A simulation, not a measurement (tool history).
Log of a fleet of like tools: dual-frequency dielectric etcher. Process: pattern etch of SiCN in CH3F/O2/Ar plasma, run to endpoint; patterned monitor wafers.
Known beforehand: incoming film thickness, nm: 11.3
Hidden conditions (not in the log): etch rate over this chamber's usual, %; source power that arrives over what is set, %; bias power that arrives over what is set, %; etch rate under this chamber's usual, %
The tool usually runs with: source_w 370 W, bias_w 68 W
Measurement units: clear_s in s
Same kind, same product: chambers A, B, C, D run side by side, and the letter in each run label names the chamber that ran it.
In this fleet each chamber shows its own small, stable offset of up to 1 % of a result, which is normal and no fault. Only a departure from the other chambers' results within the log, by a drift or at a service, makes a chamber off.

run    day  source_w  bias_w  hours since the last wet clean  hours since the last source power generator calibration  hours since the last bias power generator calibration  clear_s
 1D  0.125       370      68                           241.7                                                    174.8                                                 2052.1   31.357
 2A  0.312       370      68                           296.5                                                   1862.8                                                 2368.4   31.213
 3B  0.467       370      68                           333.6                                                    701.4                                                   58.7   31.493
 4C  0.642       370      68                           579.6                                                    959.4                                                 4224.3   31.663
 5C  0.804       370      68                           583.5                                                    963.3                                                 4228.2    31.64
 6A  0.929       370      68                           311.3                                                   1877.6                                                 2383.2   31.322
 7D  1.083       370      68                           264.7                                                    197.8                                                 2075.1   31.545
 8B  1.254       370      68                           352.5                                                    720.3                                                   77.6   31.885
 9B  1.379       370      68                           355.5                                                    723.3                                                   80.6   31.951
10A  1.488       370      68                           324.7                                                     1891                                                 2396.6   31.388
11D  1.671       330      58                           278.8                                                    211.9                                                 2089.2   34.591
     1.808  -- chamber C: wet clean of the chamber
12C  1.846       330      58                               1                                                    988.3                                                 4253.2   35.134
13D   2.05       330      58                           287.9                                                      221                                                 2098.3    34.77
14C  2.246       330      58                            10.6                                                    997.9                                                 4262.8   35.102
15B  2.383       370      68                           379.6                                                    747.4                                                  104.7   32.047
16A  2.567       370      68                           350.6                                                   1916.9                                                 2422.5   31.468
17D  2.667       370      68                           302.7                                                    235.8                                                 2113.1   31.512
18A  2.825       370      68                           356.8                                                   1923.1                                                 2428.7   31.435
19B      3       370      68                           394.4                                                    762.2                                                  119.5   32.343
20C  3.146       370      68                            32.2                                                   1019.5                                                 4284.4   31.581
21C  3.262       370      68                              35                                                   1022.3                                                 4287.2     31.7
22D  3.371       370      68                           319.6                                                    252.7                                                   2130    31.24
23B  3.492       370      68                           406.2                                                      774                                                  131.3   32.438
24A  3.617       370      68                           375.8                                                   1942.1                                                 2447.7   31.488

One chamber off, gauge drift, or nothing amiss beyond the chambers' own small offsets? If it is a chamber, which one, and what is the likeliest cause?

Little by little, chamber B moves away from the other chambers.
Cause: etch rate under this chamber's usual, % = 2.48.

Which of the 4 candidates below, each the usual settings with something changed and its results left as question marks, puts chamber B back in line with what the other chambers give on the usual settings?
In line means no further than this from the other chambers' mean on the usual settings: clear_s 0.4 s
25B-1  3.775       370      74                                                                                                                                                        ?
25B-2  3.775       370      69                                                                                                                                                        ?
25B-3  3.775       340      68                                                                                                                                                        ?
25B-4  3.775       370      67                                                                                                                                                        ?

On the usual settings, the other chambers give on average: clear_s 31.489 s
  run  clear_s
25B-1   31.558
25B-2   32.352
25B-3   33.563
25B-4   32.688
25B-1 brings the chamber back in line.

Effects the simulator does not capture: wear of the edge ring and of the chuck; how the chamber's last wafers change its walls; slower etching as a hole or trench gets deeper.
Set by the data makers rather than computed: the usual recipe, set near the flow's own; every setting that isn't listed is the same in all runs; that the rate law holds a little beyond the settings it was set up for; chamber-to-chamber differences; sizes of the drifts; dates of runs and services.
